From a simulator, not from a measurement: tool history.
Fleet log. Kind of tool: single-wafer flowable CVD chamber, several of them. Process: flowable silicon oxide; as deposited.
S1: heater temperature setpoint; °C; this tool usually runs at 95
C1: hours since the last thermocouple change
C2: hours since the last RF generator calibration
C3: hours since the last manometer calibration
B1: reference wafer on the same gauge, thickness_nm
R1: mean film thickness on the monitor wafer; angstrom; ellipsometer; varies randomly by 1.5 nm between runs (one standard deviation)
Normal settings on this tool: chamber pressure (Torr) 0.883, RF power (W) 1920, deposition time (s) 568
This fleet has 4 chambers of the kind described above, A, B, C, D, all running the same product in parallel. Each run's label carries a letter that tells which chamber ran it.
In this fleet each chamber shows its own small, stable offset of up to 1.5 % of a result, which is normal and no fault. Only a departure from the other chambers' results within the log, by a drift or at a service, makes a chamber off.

run 1B hour=8.0 | S1=95 chamber_pressure_(Torr)=0.883 RF_power_(W)=1920 deposition_time_(s)=568 | C1=689.2 C2=906.5 C3=54.5 | B1=428.96 | R1=4554.5
run 2D hour=15.8 | S1=95 chamber_pressure_(Torr)=0.883 RF_power_(W)=1920 deposition_time_(s)=568 | C1=1598.7 C2=704.3 C3=231.8 | B1=428.71 | R1=4560.9
run 3C hour=22.5 | S1=95 chamber_pressure_(Torr)=0.883 RF_power_(W)=1920 deposition_time_(s)=568 | C1=546.0 C2=1902.1 C3=172.8 | B1=428.74 | R1=4634.5
run 4A hour=32.9 | S1=95 chamber_pressure_(Torr)=0.883 RF_power_(W)=1920 deposition_time_(s)=568 | C1=1180.6 C2=682.1 C3=706.9 | B1=429.16 | R1=4587.6
run 5A hour=38.5 | S1=95 chamber_pressure_(Torr)=0.883 RF_power_(W)=1920 deposition_time_(s)=568 | C1=1186.2 C2=687.7 C3=712.5 | B1=428.91 | R1=4622.9
run 6D hour=47.5 | S1=95 chamber_pressure_(Torr)=0.883 RF_power_(W)=1920 deposition_time_(s)=568 | C1=1630.4 C2=736.0 C3=263.5 | B1=428.87 | R1=4563.8
run 7C hour=54.9 | S1=95 chamber_pressure_(Torr)=0.676 RF_power_(W)=1920 deposition_time_(s)=514 | C1=578.4 C2=1934.5 C3=205.2 | B1=429.19 | R1=2943.5
run 8B hour=61.8 | S1=95 chamber_pressure_(Torr)=0.676 RF_power_(W)=1920 deposition_time_(s)=514 | C1=743.0 C2=960.3 C3=108.3 | B1=428.65 | R1=2891.8
run 9C hour=67.2 | S1=95 chamber_pressure_(Torr)=0.676 RF_power_(W)=1920 deposition_time_(s)=514 | C1=590.7 C2=1946.8 C3=217.5 | B1=428.85 | R1=2940.8
run 10D hour=76.5 | S1=95 chamber_pressure_(Torr)=0.676 RF_power_(W)=1920 deposition_time_(s)=514 | C1=1659.4 C2=765.0 C3=292.5 | B1=428.78 | R1=2873.2
run 11B hour=82.1 | S1=95 chamber_pressure_(Torr)=0.883 RF_power_(W)=2250 deposition_time_(s)=568 | C1=763.3 C2=980.6 C3=128.6 | B1=429.17 | R1=4713.9
run 12A hour=92.8 | S1=95 chamber_pressure_(Torr)=0.883 RF_power_(W)=2250 deposition_time_(s)=568 | C1=1240.5 C2=742.0 C3=766.8 | B1=428.99 | R1=4780.6
run 13C hour=102.3 | S1=95 chamber_pressure_(Torr)=0.883 RF_power_(W)=2250 deposition_time_(s)=568 | C1=625.8 C2=1981.9 C3=252.6 | B1=429.15 | R1=4788.3
run 14B hour=112.0 | S1=95 chamber_pressure_(Torr)=0.883 RF_power_(W)=2250 deposition_time_(s)=568 | C1=793.2 C2=1010.5 C3=158.5 | B1=428.89 | R1=4703.1
run 15D hour=117.4 | S1=95 chamber_pressure_(Torr)=0.883 RF_power_(W)=2210 deposition_time_(s)=568 | C1=1700.3 C2=805.9 C3=333.4 | B1=429.21 | R1=4681.0
run 16A hour=123.3 | S1=95 chamber_pressure_(Torr)=0.883 RF_power_(W)=2210 deposition_time_(s)=568 | C1=1271.0 C2=772.5 C3=797.3 | B1=429.07 | R1=4807.7
run 17B hour=133.4 | S1=95 chamber_pressure_(Torr)=0.883 RF_power_(W)=2210 deposition_time_(s)=568 | C1=814.6 C2=1031.9 C3=179.9 | B1=429.42 | R1=4679.8
run 18A hour=140.4 | S1=95 chamber_pressure_(Torr)=0.883 RF_power_(W)=2210 deposition_time_(s)=568 | C1=1288.1 C2=789.6 C3=814.4 | B1=429.07 | R1=4809.2
run 19D hour=145.7 | S1=95 chamber_pressure_(Torr)=0.883 RF_power_(W)=1920 deposition_time_(s)=568 | C1=1728.6 C2=834.2 C3=361.7 | B1=429.03 | R1=4525.6
run 20C hour=155.7 | S1=95 chamber_pressure_(Torr)=0.883 RF_power_(W)=1920 deposition_time_(s)=568 | C1=679.2 C2=2035.3 C3=306.0 | B1=429.23 | R1=4623.6
run 21A hour=164.6 | S1=95 chamber_pressure_(Torr)=0.883 RF_power_(W)=1920 deposition_time_(s)=568 | C1=1312.3 C2=813.8 C3=838.6 | B1=429.30 | R1=4698.3
run 22C hour=170.4 | S1=95 chamber_pressure_(Torr)=0.883 RF_power_(W)=1920 deposition_time_(s)=568 | C1=693.9 C2=2050.0 C3=320.7 | B1=429.00 | R1=4628.0
-- hour=179.2 chamber B: RF generator calibrated
run 23D hour=180.7 | S1=85 chamber_pressure_(Torr)=0.883 RF_power_(W)=1920 deposition_time_(s)=641 | C1=1763.6 C2=869.2 C3=396.7 | B1=428.59 | R1=7020.3
run 24B hour=188.8 | S1=85 chamber_pressure_(Torr)=0.883 RF_power_(W)=1920 deposition_time_(s)=641 | C1=870.0 C2=9.7 C3=235.3 | B1=428.96 | R1=7103.4
run 25D hour=198.6 | S1=85 chamber_pressure_(Torr)=0.883 RF_power_(W)=1920 deposition_time_(s)=641 | C1=1781.5 C2=887.1 C3=414.6 | B1=428.78 | R1=7067.3
run 26A hour=204.4 | S1=85 chamber_pressure_(Torr)=0.883 RF_power_(W)=1920 deposition_time_(s)=641 | C1=1352.1 C2=853.6 C3=878.4 | B1=428.97 | R1=7275.3
run 27C hour=211.3 | S1=95 chamber_pressure_(Torr)=0.883 RF_power_(W)=1920 deposition_time_(s)=568 | C1=734.8 C2=2090.9 C3=361.6 | B1=429.07 | R1=4627.1
run 28B hour=219.3 | S1=95 chamber_pressure_(Torr)=0.883 RF_power_(W)=1920 deposition_time_(s)=568 | C1=900.5 C2=40.2 C3=265.8 | B1=429.19 | R1=4544.8
run 29C hour=224.1 | S1=95 chamber_pressure_(Torr)=0.883 RF_power_(W)=1920 deposition_time_(s)=568 | C1=747.6 C2=2103.7 C3=374.4 | B1=428.94 | R1=4626.5
run 30A hour=234.1 | S1=95 chamber_pressure_(Torr)=0.883 RF_power_(W)=1920 deposition_time_(s)=568 | C1=1381.8 C2=883.3 C3=908.1 | B1=428.76 | R1=4711.1
run 31B hour=239.9 | S1=95 chamber_pressure_(Torr)=0.883 RF_power_(W)=1920 deposition_time_(s)=568 | C1=921.1 C2=60.8 C3=286.4 | B1=429.04 | R1=4557.5
run 32D hour=246.7 | S1=95 chamber_pressure_(Torr)=0.883 RF_power_(W)=1920 deposition_time_(s)=568 | C1=1829.6 C2=935.2 C3=462.7 | B1=429.09 | R1=4564.0
run 33A hour=255.7 | S1=95 chamber_pressure_(Torr)=0.959 RF_power_(W)=1920 deposition_time_(s)=568 | C1=1403.4 C2=904.9 C3=929.7 | B1=428.60 | R1=5262.0

All 4 chambers run these settings next. Forecast each chamber's results:
run 34A hour=263.4 | S1=95 chamber_pressure_(Torr)=0.883 RF_power_(W)=1920 deposition_time_(s)=534 | R1=?
run 34B hour=263.4 | S1=95 chamber_pressure_(Torr)=0.883 RF_power_(W)=1920 deposition_time_(s)=534 | R1=?
run 34C hour=263.4 | S1=95 chamber_pressure_(Torr)=0.883 RF_power_(W)=1920 deposition_time_(s)=534 | R1=?
run 34D hour=263.4 | S1=95 chamber_pressure_(Torr)=0.883 RF_power_(W)=1920 deposition_time_(s)=534 | R1=?

run=34A R1=4455.9
run=34B R1=4272.1
run=34C R1=4353.2
run=34D R1=4300.6
